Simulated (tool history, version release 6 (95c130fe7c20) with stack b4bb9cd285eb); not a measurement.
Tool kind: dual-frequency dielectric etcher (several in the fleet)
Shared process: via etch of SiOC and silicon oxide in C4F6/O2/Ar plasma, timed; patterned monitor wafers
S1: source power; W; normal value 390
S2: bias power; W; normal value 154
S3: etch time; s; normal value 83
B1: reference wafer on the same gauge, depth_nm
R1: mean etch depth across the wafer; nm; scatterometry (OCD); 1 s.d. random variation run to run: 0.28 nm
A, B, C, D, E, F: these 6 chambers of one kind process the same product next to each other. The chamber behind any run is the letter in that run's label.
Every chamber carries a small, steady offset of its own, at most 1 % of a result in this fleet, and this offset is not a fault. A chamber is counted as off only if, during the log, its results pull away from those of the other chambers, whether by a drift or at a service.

run,hour,S1,S2,S3,B1,R1
1A,12.0,390,154,83,70.926,88.509
2D,22.2,390,154,83,70.902,88.607
3F,29.7,390,154,83,70.906,89.063
4B,38.6,390,154,83,70.952,87.818
5E,52.4,390,154,83,70.919,87.890
6C,60.0,390,132,61,70.951,62.002
7F,74.2,390,132,61,70.933,63.043
8C,82.6,390,132,61,70.933,62.417
9A,90.9,390,132,61,70.921,61.848
10B,104.5,390,132,61,70.949,61.867
11E,117.6,390,132,61,70.893,61.757
12D,129.4,390,154,83,70.904,88.409
13E,142.1,390,154,83,70.855,88.000
14C,156.9,330,154,83,70.922,83.103
15F,164.7,330,154,83,70.942,83.663
16D,177.2,330,154,83,70.908,82.589
17B,187.3,330,154,83,70.848,81.261
# hour 194.9: chamber C: wet clean of the chamber
18A,196.2,330,154,83,70.844,83.233
19D,209.4,330,154,83,70.871,82.972
20E,221.0,390,154,83,70.888,88.335
21C,228.8,390,154,83,70.871,88.883
22A,241.0,390,154,83,70.900,88.208
23F,256.0,390,154,83,70.936,89.254
24B,265.8,390,154,83,70.927,86.373
25D,274.3,390,154,83,70.934,88.428
26F,285.7,390,154,83,70.896,88.853
# hour 290.0: chamber E: wet clean of the chamber
27E,296.7,390,154,83,70.900,88.258
28B,306.3,390,154,83,70.890,86.361
29C,314.6,390,154,83,70.924,88.526
30A,330.5,390,154,83,70.903,88.741
# hour 333.9: chamber A: wet clean of the chamber
31F,343.2,390,154,83,70.864,89.187
# hour 351.9: chamber F: wet clean of the chamber
32A,355.2,390,154,83,70.900,88.855
33C,363.7,390,154,83,70.836,88.825
34B,377.8,390,154,83,70.877,85.560
35D,390.4,390,154,83,70.897,88.741
36E,401.4,480,154,83,70.923,95.567
37F,416.7,480,154,83,70.904,96.906

All 6 chambers run these settings next. Forecast each chamber's results:
38A,428.4,390,133,83,,?
38B,428.4,390,133,83,,?
38C,428.4,390,133,83,,?
38D,428.4,390,133,83,,?
38E,428.4,390,133,83,,?
38F,428.4,390,133,83,,?

run,R1
38A,84.298
38B,81.201
38C,84.763
38D,84.291
38E,84.380
38F,85.462
